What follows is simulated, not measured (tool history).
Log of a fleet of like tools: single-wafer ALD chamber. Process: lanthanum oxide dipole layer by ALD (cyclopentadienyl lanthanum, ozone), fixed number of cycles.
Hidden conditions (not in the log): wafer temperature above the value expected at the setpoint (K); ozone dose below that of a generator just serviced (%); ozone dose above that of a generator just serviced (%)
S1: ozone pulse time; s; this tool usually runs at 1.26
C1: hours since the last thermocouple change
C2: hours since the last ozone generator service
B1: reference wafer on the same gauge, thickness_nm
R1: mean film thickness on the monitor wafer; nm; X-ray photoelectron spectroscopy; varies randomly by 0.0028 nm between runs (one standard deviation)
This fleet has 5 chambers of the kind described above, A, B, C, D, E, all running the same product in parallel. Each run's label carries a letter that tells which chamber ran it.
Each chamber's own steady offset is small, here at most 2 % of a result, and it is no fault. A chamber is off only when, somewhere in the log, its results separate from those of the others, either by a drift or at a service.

run   hour    S1      C1      C2       B1       R1
 1D    4.5  1.26   412.4  1298.7  0.58959  0.53031
 2E   10.1  1.26  1284.5   358.2  0.59013   0.5311
 3B     16  1.26  1625.9  1470.7  0.59084  0.53568
 4A   21.6  1.26  1999.6    50.8  0.58957  0.51871
 5C     26  1.26  2645.8     934  0.59002  0.53275
 6A   32.5  1.26  2010.5    61.7  0.58914  0.52742
 7D     37  0.78   444.9  1331.2  0.59016  0.45218
 8B   42.6  0.78  1652.5  1497.3  0.59048  0.46365
 9C   46.2  0.78    2666   954.2  0.59002  0.46031
10E   52.7  0.78  1327.1   400.8  0.59107  0.45812
11A   58.1  0.78  2036.1    87.3  0.58969  0.45113
12B   64.6  1.26  1674.5  1519.3  0.58988  0.53234
13C   71.2  1.26    2691   979.2  0.58975  0.53266
14E   74.9  1.26  1349.3     423  0.58987  0.53066
15D     81  1.26   488.9  1375.2  0.59042  0.53115
16E   84.4  1.26  1358.8   432.5  0.59062  0.53475
17C     89  1.26  2708.8     997  0.58943  0.52776
      93.3  -- chamber B: ozone generator serviced
18B   95.3  1.26  1705.2     2.1  0.58976  0.53403
19A  101.4  0.98  2079.4   130.6  0.59066     0.49
20D  105.7  0.98   513.6  1399.9  0.59012  0.50324
21A  111.4  0.98  2089.4   140.6  0.58916  0.49181
22B  117.1  0.98    1727    23.9  0.58987  0.50299
23D  120.1  0.98     528  1414.3  0.58992  0.49651
24C  125.3  1.26  2745.1  1033.3  0.59024  0.52606
     129.3  -- chamber C: thermocouple changed; heater temperature recalibrated
25E  131.4  1.26  1405.8   479.5  0.59019  0.52961
26B  135.9  1.26  1745.8    42.7  0.58947  0.53165
27A  139.5  1.26  2117.5   168.7  0.59013  0.52966
28E  144.1  1.26  1418.5   492.2  0.59069  0.53613
29D  148.3  1.26   556.2  1442.5  0.58967  0.53095
30C    154  1.26    24.8    1062   0.5906  0.51773
31E  157.7  1.26  1432.1   505.8  0.59041  0.52977
32D  162.6  1.41   570.5  1456.8  0.58988  0.54527
33C    166  1.41    36.8    1074  0.59129  0.53318
34B  170.6  1.41  1780.5    77.4  0.58928  0.55177
35A  176.9  1.41  2154.9   206.1  0.58886  0.52912
36E  182.4  1.41  1456.8   530.5  0.59102  0.54092
37C  186.2  1.26      57  1094.2  0.59047  0.51282

The same settings go to every chamber for the next run, one line per chamber below. Forecast the results for each:
38A   191  1.62               ?
38B   191  1.62               ?
38C   191  1.62               ?
38D   191  1.62               ?
38E   191  1.62               ?

run       R1
38A  0.53965
38B  0.56007
38C  0.54827
38D  0.55985
38E  0.55484
